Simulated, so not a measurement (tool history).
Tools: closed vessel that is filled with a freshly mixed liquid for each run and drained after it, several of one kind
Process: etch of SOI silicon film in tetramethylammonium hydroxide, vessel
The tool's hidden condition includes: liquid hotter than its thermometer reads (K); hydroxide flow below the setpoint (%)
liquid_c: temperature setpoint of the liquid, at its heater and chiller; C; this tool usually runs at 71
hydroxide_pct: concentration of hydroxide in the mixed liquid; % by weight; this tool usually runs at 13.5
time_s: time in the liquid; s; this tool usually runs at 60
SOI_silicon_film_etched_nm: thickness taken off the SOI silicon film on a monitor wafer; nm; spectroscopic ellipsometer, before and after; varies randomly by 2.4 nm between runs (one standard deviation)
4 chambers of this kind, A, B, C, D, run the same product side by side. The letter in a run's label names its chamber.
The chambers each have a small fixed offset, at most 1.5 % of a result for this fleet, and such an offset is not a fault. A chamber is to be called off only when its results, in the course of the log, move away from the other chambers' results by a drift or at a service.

run   hour  liquid_c  hydroxide_pct  time_s  hours since the thermometer was replaced  hours since the hydroxide flow meter was replaced  read-back film thickness of the SOI silicon film reference wafer, read on the same gauge (nm)  SOI_silicon_film_etched_nm
 1A   12.4        71           13.5      60                                     370.1                                              823.4                                                                                         80.004                      392.45
 2B   28.8        71           13.5      60                                     996.8                                              726.2                                                                                         79.986                      393.85
 3D   42.2        71           13.5      60                                     599.1                                             1537.3                                                                                         79.997                      390.76
 4C   50.2        71           13.5      60                                       603                                              325.4                                                                                         79.996                      390.14
 5B   60.2        71           13.5      60                                    1028.2                                              757.6                                                                                         80.007                      401.14
 6C   74.6        71           13.5      60                                     627.4                                              349.8                                                                                         79.966                      391.12
 7A   88.7        71           10.5      90                                     446.4                                              899.7                                                                                         79.999                      645.15
 8D  100.9        71           10.5      90                                     657.8                                               1596                                                                                         80.038                      653.53
 9C  115.4        71           10.5      90                                     668.2                                              390.6                                                                                         80.031                      656.08
10D  129.6        71           10.5      90                                     686.5                                             1624.7                                                                                         79.992                      650.44
11A  140.4        71           13.5      60                                     498.1                                              951.4                                                                                         80.006                      390.73
12B  156.1        71           13.5      60                                    1124.1                                              853.5                                                                                         79.995                      394.92
13C  164.5        71           13.5      60                                     717.3                                              439.7                                                                                         79.985                      396.73
14A  177.9        71           13.5      60                                     535.6                                              988.9                                                                                         79.971                      388.43
     184.7  -- chamber A: hydroxide flow meter replaced
15B  190.4        71           13.5      60                                    1158.4                                              887.8                                                                                         79.956                       396.7
16D  201.4        71           13.5      60                                     758.3                                             1696.5                                                                                         79.975                      393.61
17D    213        71           13.5      60                                     769.9                                             1708.1                                                                                         79.965                       396.3
18B    229        71           13.5      60                                      1197                                              926.4                                                                                         79.976                      396.83
19C  243.2        71           13.5      60                                       796                                              518.4                                                                                         79.991                      397.08
20A  255.8        71           13.5      60                                     613.5                                               71.2                                                                                          80.01                      393.45
21C  269.1        71           13.5      60                                     821.9                                              544.3                                                                                         79.978                      397.39
22B  282.2        71           13.5      60                                    1250.2                                              979.6                                                                                         79.989                       401.2
23A  296.5        71           13.5      60                                     654.2                                              111.9                                                                                         79.981                      393.33
24D  304.1        71           13.5      60                                       861                                             1799.2                                                                                             80                      392.08
     307.8  -- chamber B: thermometer replaced
25B  318.5        71           13.5      60                                      10.7                                             1015.9                                                                                         80.015                      397.85
     322.7  -- chamber A: thermometer replaced
26C  326.6        71           13.5      60                                     879.4                                              601.8                                                                                         80.006                      403.78
27D  337.2        71           13.5      60                                     894.1                                             1832.3                                                                                         79.983                      394.79
28A  344.9        71           13.5      60                                      22.3                                              160.3                                                                                         80.002                      387.92
     345.1  -- chamber D: thermometer replaced
29C  355.4        71           13.5      60                                     908.2                                              630.6                                                                                         79.992                      401.97
30D  368.9      75.5           10.5      60                                      23.9                                               1864                                                                                         80.019                      560.83
31A    379      75.5           10.5      60                                      56.4                                              194.4                                                                                         79.993                      565.07
32B  389.5      75.5           10.5      60                                      81.7                                             1086.9                                                                                          79.99                      570.07
33B  399.4      75.5           10.5      60                                      91.6                                             1096.8                                                                                         79.999                      567.25
34D  411.4        71           13.5      60                                      66.4                                             1906.5                                                                                         80.005                      388.76
35C  424.7        71           13.5      60                                     977.5                                              699.9                                                                                         80.008                      413.25
36A  437.2        71           13.5      60                                     114.6                                              252.6                                                                                          80.02                      387.06
37D  447.4        71           13.5      60                                     102.4                                             1942.5                                                                                          80.02                      392.07
38A    457        71           13.5      60                                     134.4                                              272.4                                                                                         79.983                      387.26
39B  467.5        71           13.5      60                                     159.7                                             1164.9                                                                                         80.013                       399.7
40C  482.8        71           13.5      60                                    1035.6                                                758                                                                                         79.999                      418.06
41C  494.1        71           13.5      60                                    1046.9                                              769.3                                                                                         80.001                      420.67

Which is it: a chamber that has drifted or been left off by a service, a gauge drift common to all chambers, or only each chamber's usual small offset? If a chamber is off, name it and its likeliest cause.

Chamber C drifts away from the others.
Cause: liquid hotter than its thermometer reads (K) = 1.11.
From this log alone, it may not be told apart from: hydroxide flow below the setpoint (%).

Which of the 4 candidates below, each the usual settings with something changed and its results left as question marks, puts chamber C back in line with what the other chambers give on the usual settings?
Maximum distance from the other chambers' mean on the usual settings for a result to count as in line: SOI_silicon_film_etched_nm 8.3 nm
42C-1   506      70.5           13.5      60                                                                                                                                                                                                                       ?
42C-2   506      71.5           13.5      60                                                                                                                                                                                                                       ?
42C-3   506        71             15      60                                                                                                                                                                                                                       ?
42C-4   506        71           11.5      60                                                                                                                                                                                                                       ?

What the other chambers average on the usual settings: SOI_silicon_film_etched_nm 393.84 nm
  run  SOI_silicon_film_etched_nm
42C-1                      407.03
42C-2                      431.84
42C-3                      396.91
42C-4                      449.07
42C-3 is the one that brings the chamber's results back in line with the other chambers.

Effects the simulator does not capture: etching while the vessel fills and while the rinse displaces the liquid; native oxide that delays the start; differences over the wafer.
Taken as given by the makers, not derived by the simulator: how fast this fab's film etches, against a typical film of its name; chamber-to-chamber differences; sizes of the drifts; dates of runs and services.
